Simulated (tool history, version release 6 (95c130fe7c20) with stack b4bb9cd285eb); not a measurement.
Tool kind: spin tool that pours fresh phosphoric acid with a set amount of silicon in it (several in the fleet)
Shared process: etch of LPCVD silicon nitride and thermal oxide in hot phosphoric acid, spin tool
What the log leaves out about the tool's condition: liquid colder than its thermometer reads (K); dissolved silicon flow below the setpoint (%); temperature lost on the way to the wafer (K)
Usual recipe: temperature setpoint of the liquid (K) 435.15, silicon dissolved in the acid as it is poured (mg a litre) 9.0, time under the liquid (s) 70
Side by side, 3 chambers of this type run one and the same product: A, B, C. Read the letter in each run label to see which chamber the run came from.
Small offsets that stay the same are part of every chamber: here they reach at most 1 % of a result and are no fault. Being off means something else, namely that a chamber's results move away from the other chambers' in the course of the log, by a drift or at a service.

run	hour	temperature setpoint of the liquid (K)	silicon dissolved in the acid as it is poured (mg a litre)	time under the liquid (s)	hours since the thermometer was replaced	hours since the dissolved silicon flow meter was replaced	hours since the heated supply line was repaired	read-back film thickness of the LPCVD silicon nitride reference wafer, read on the same gauge (nm)	read-back film thickness of the thermal oxide reference wafer, read on the same gauge (nm)	thickness taken off the LPCVD silicon nitride on a monitor wafer (angstrom)	thickness taken off the thermal oxide on a monitor wafer (angstrom)
1B	5.0	435.15	9.0	70	233.1	408.1	120.5	69.995	90.009	68.273	1.83970
2C	13.5	435.15	9.0	70	839.0	1444.5	166.3	70.008	89.998	68.508	1.89730
3A	21.9	435.15	9.0	70	457.1	478.6	931.7	69.986	90.021	68.628	1.72770
4C	27.8	435.15	9.0	70	853.3	1458.8	180.6	69.995	89.980	68.472	1.66700
5B	38.0	435.15	9.0	70	266.1	441.1	153.5	70.004	89.981	68.177	1.65320
6A	43.0	435.15	9.0	70	478.2	499.7	952.8	70.010	90.006	69.037	1.53800
# hour 46.7: chamber A: heated supply line repaired
7B	47.9	435.15	9.0	70	276.0	451.0	163.4	69.988	89.965	68.367	2.14910
8A	52.9	435.15	9.0	70	488.1	509.6	6.3	70.015	89.997	67.693	1.67690
9C	62.7	435.15	9.0	70	888.2	1493.7	215.5	70.002	89.976	69.088	1.88030
10C	72.6	435.15	9.0	70	898.1	1503.6	225.4	69.984	89.994	68.440	2.14820
11B	79.9	435.15	9.0	70	308.0	483.0	195.4	70.005	90.004	68.690	2.15570
12A	85.5	435.15	9.0	70	520.7	542.2	38.9	70.021	90.019	68.827	2.27730
13A	91.1	435.15	9.0	70	526.3	547.8	44.5	69.993	90.009	67.890	1.87350
14C	96.3	435.15	5.5	60	921.8	1527.3	249.1	70.021	90.030	57.545	1.61720
15B	101.7	435.15	5.5	60	329.8	504.8	217.2	70.000	90.022	58.943	1.80670
16C	107.7	435.15	5.5	60	933.2	1538.7	260.5	69.993	90.004	58.539	1.87800
17B	114.4	435.15	9.0	70	342.5	517.5	229.9	70.008	90.021	69.093	2.18140
18A	124.4	435.15	9.0	70	559.6	581.1	77.8	70.024	89.992	68.275	2.06460
19A	130.9	435.15	9.0	70	566.1	587.6	84.3	70.017	89.977	68.666	1.51820
20B	138.2	435.15	9.0	100	366.3	541.3	253.7	70.004	90.027	97.866	2.82410
21C	144.8	435.15	9.0	100	970.3	1575.8	297.6	69.987	90.012	97.340	2.56580
22B	149.5	435.15	9.0	100	377.6	552.6	265.0	70.006	90.029	97.759	2.68370
23C	155.1	435.15	9.0	70	980.6	1586.1	307.9	69.999	89.992	67.991	1.73440
24A	163.7	435.15	9.0	70	598.9	620.4	117.1	70.022	90.017	68.313	1.92200
# hour 168.9: chamber C: dissolved silicon flow meter replaced
25B	171.9	435.15	9.0	70	400.0	575.0	287.4	70.011	90.017	69.188	1.65060
26C	179.8	435.15	9.0	70	1005.3	11.0	332.6	69.997	90.013	68.776	1.82270
27A	187.8	435.15	9.0	70	623.0	644.5	141.2	70.003	90.000	68.891	1.78970
28A	194.9	435.15	9.0	70	630.1	651.6	148.3	69.994	90.035	68.656	2.38310
29C	200.8	435.15	9.0	70	1026.3	32.0	353.6	70.015	90.005	67.793	1.86650
30B	207.4	435.15	9.0	70	435.5	610.5	322.9	70.006	89.998	69.044	2.09380
31A	214.2	435.15	2.0	70	649.4	670.9	167.6	69.991	90.014	67.779	2.08630
32C	222.2	435.15	2.0	70	1047.7	53.4	375.0	70.012	89.977	68.536	2.14770
33B	231.3	435.15	2.0	70	459.4	634.4	346.8	69.988	90.019	68.894	2.58510
34C	238.7	435.15	9.0	70	1064.2	69.9	391.5	70.000	90.011	68.100	1.67450
35A	247.1	435.15	9.0	70	682.3	703.8	200.5	70.001	90.019	68.512	1.89610
36B	254.6	433.15	9.0	40	482.7	657.7	370.1	69.991	90.017	36.865	0.88450
37A	263.6	433.15	9.0	40	698.8	720.3	217.0	70.013	89.994	36.894	0.92957

All 3 chambers run these settings next. Forecast each chamber's results:
38A	271.2	435.15	15.5	70						?	?
38B	271.2	435.15	15.5	70						?	?
38C	271.2	435.15	15.5	70						?	?

run	thickness taken off the LPCVD silicon nitride on a monitor wafer (angstrom)	thickness taken off the thermal oxide on a monitor wafer (angstrom)
38A	69.175	1.78920
38B	68.234	1.92100
38C	68.304	2.01450
